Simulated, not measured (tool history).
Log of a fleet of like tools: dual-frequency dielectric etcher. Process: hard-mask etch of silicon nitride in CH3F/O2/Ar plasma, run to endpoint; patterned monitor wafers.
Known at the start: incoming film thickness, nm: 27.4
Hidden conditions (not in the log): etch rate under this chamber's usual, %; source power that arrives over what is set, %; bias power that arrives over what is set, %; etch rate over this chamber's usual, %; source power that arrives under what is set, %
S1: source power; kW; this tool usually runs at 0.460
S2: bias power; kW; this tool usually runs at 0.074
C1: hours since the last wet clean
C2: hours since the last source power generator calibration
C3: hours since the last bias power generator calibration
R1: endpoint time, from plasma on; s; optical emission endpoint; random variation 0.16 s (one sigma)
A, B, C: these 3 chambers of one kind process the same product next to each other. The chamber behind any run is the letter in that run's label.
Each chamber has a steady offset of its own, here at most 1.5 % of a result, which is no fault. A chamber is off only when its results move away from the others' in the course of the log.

run 1A hour=6.9 | S1=0.460 S2=0.074 | C1=157.3 C2=2933.2 C3=913.2 | R1=37.300
run 2C hour=16.0 | S1=0.460 S2=0.074 | C1=171.3 C2=766.3 C3=100.7 | R1=37.266
run 3B hour=26.1 | S1=0.460 S2=0.074 | C1=166.8 C2=1617.7 C3=74.8 | R1=37.259
run 4C hour=42.0 | S1=0.460 S2=0.074 | C1=197.3 C2=792.3 C3=126.7 | R1=37.162
run 5B hour=56.6 | S1=0.460 S2=0.074 | C1=197.3 C2=1648.2 C3=105.3 | R1=37.045
run 6A hour=68.0 | S1=0.460 S2=0.074 | C1=218.4 C2=2994.3 C3=974.3 | R1=37.391
run 7A hour=82.2 | S1=0.420 S2=0.057 | C1=232.6 C2=3008.5 C3=988.5 | R1=41.734
run 8B hour=92.2 | S1=0.420 S2=0.057 | C1=232.9 C2=1683.8 C3=140.9 | R1=41.892
run 9C hour=106.3 | S1=0.420 S2=0.057 | C1=261.6 C2=856.6 C3=191.0 | R1=41.620
run 10C hour=117.1 | S1=0.460 S2=0.074 | C1=272.4 C2=867.4 C3=201.8 | R1=37.153
run 11A hour=130.6 | S1=0.460 S2=0.074 | C1=281.0 C2=3056.9 C3=1036.9 | R1=37.258
run 12B hour=145.1 | S1=0.460 S2=0.074 | C1=285.8 C2=1736.7 C3=193.8 | R1=36.970
run 13B hour=156.3 | S1=0.460 S2=0.074 | C1=297.0 C2=1747.9 C3=205.0 | R1=36.989
run 14A hour=163.7 | S1=0.460 S2=0.074 | C1=314.1 C2=3090.0 C3=1070.0 | R1=37.019
run 15C hour=177.4 | S1=0.460 S2=0.074 | C1=332.7 C2=927.7 C3=262.1 | R1=37.052
run 16A hour=187.2 | S1=0.460 S2=0.074 | C1=337.6 C2=3113.5 C3=1093.5 | R1=36.984
run 17C hour=197.7 | S1=0.460 S2=0.074 | C1=353.0 C2=948.0 C3=282.4 | R1=37.283
run 18B hour=207.0 | S1=0.460 S2=0.074 | C1=347.7 C2=1798.6 C3=255.7 | R1=37.202
run 19B hour=214.1 | S1=0.460 S2=0.074 | C1=354.8 C2=1805.7 C3=262.8 | R1=37.197
run 20A hour=222.9 | S1=0.460 S2=0.074 | C1=373.3 C2=3149.2 C3=1129.2 | R1=37.188
-- hour=230.0 chamber A: wet clean of the chamber
run 21C hour=231.0 | S1=0.460 S2=0.074 | C1=386.3 C2=981.3 C3=315.7 | R1=37.010
-- hour=231.2 chamber C: wet clean of the chamber
run 22A hour=243.9 | S1=0.460 S2=0.074 | C1=14.0 C2=3170.2 C3=1150.2 | R1=38.772
run 23C hour=259.5 | S1=0.460 S2=0.074 | C1=28.3 C2=1009.8 C3=344.2 | R1=36.866
run 24B hour=268.5 | S1=0.460 S2=0.074 | C1=409.2 C2=1860.1 C3=317.2 | R1=36.868
run 25B hour=279.8 | S1=0.460 S2=0.074 | C1=420.5 C2=1871.4 C3=328.5 | R1=37.126
run 26C hour=287.9 | S1=0.460 S2=0.074 | C1=56.7 C2=1038.2 C3=372.6 | R1=36.902
run 27A hour=303.8 | S1=0.460 S2=0.074 | C1=73.9 C2=3230.1 C3=1210.1 | R1=38.299
run 28B hour=314.9 | S1=0.460 S2=0.068 | C1=455.6 C2=1906.5 C3=363.6 | R1=38.438
run 29C hour=322.3 | S1=0.460 S2=0.068 | C1=91.1 C2=1072.6 C3=407.0 | R1=37.769
run 30A hour=330.0 | S1=0.460 S2=0.068 | C1=100.1 C2=3256.3 C3=1236.3 | R1=39.526
-- hour=339.6 chamber B: wet clean of the chamber
run 31A hour=340.7 | S1=0.460 S2=0.074 | C1=110.8 C2=3267.0 C3=1247.0 | R1=38.801
run 32C hour=354.3 | S1=0.460 S2=0.074 | C1=123.1 C2=1104.6 C3=439.0 | R1=36.877
run 33B hour=362.3 | S1=0.460 S2=0.074 | C1=22.8 C2=1953.9 C3=411.0 | R1=37.188
run 34A hour=376.2 | S1=0.460 S2=0.074 | C1=146.3 C2=3302.5 C3=1282.5 | R1=38.607
run 35B hour=385.0 | S1=0.460 S2=0.074 | C1=45.5 C2=1976.6 C3=433.7 | R1=37.073
run 36C hour=400.1 | S1=0.460 S2=0.074 | C1=168.9 C2=1150.4 C3=484.8 | R1=36.982

Next, every chamber runs the same settings. What will each give?
run 37A hour=411.5 | S1=0.460 S2=0.074 | R1=?
run 37B hour=411.5 | S1=0.460 S2=0.074 | R1=?
run 37C hour=411.5 | S1=0.460 S2=0.074 | R1=?

run=37A R1=38.543
run=37B R1=36.962
run=37C R1=37.020
